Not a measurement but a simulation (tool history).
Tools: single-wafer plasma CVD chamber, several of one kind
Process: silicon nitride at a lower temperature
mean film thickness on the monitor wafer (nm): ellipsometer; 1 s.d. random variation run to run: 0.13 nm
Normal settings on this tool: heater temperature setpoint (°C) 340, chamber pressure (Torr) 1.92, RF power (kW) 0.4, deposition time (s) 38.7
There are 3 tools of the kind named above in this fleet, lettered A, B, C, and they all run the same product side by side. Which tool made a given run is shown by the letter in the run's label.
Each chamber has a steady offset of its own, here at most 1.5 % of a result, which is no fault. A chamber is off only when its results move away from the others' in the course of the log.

run    day  heater temperature setpoint (°C)  chamber pressure (Torr)  RF power (kW)  deposition time (s)  read-back reference wafer on the same gauge, thickness_nm  mean film thickness on the monitor wafer (nm)
 1C  0.362                               340                     1.92            0.4                 38.7                                                     67.512                                         57.473
 2A  0.725                               340                     1.92            0.4                 38.7                                                     67.502                                           57.1
 3B  0.962                               340                     1.92            0.4                 38.7                                                     67.507                                         58.031
 4A  1.279                               340                     1.92            0.4                 38.7                                                     67.496                                         57.092
 5C  1.612                               340                     1.92            0.4                 45.2                                                     67.472                                         67.007
 6B  1.908                               340                     1.92            0.4                 45.2                                                      67.46                                         67.956
 7C   2.15                               340                     1.92            0.4                 45.2                                                     67.482                                           66.9
 8A  2.438                               340                     1.92            0.4                 38.7                                                     67.479                                         56.968
 9B  2.729                               340                     1.92           0.33                 38.7                                                     67.507                                         51.337
10B  3.079                               340                     1.92           0.33                 38.7                                                     67.521                                         51.185
11A  3.338                               340                     1.92           0.33                 38.7                                                     67.498                                         50.563
12C  3.554                               340                     1.92            0.4                 38.7                                                      67.51                                         57.368
13B  3.812                               340                     1.92            0.4                 38.7                                                     67.515                                         57.994
14C  4.167                               340                     1.92            0.4                 38.7                                                     67.532                                         57.495
15A  4.533                               340                     1.92            0.4                 38.7                                                       67.5                                         57.202
16C  4.717                               340                     1.92            0.4                 38.7                                                     67.501                                         57.394
17A  5.025                               340                     1.92            0.4                 38.7                                                     67.474                                         57.149
18B  5.292                               352                     1.92            0.4                 38.7                                                     67.486                                         57.881
19C  5.558                               352                     1.92            0.4                 38.7                                                     67.515                                         57.055
20B  5.879                               352                     1.92            0.4                 38.7                                                     67.518                                         57.891
21A  6.138                               340                     1.92            0.4                 38.7                                                      67.48                                         57.091
22A   6.35                               340                     2.16            0.4                 38.7                                                     67.516                                         58.834
23B  6.688                               340                     2.16            0.4                 38.7                                                     67.511                                         59.981
24C  6.867                               340                     2.16            0.4                 38.7                                                     67.505                                         59.211
25B   7.15                               340                     1.92            0.4                 38.7                                                     67.511                                         57.954

For the next run the whole fleet of 3 chambers uses the same settings. Give each chamber's results:
26A  7.417                               340                     1.92           0.43                 38.7                                                                                                         ?
26B  7.417                               340                     1.92           0.43                 38.7                                                                                                         ?
26C  7.417                               340                     1.92           0.43                 38.7                                                                                                         ?

run  mean film thickness on the monitor wafer (nm)
26A                                          59.43
26B                                         60.835
26C                                         59.848
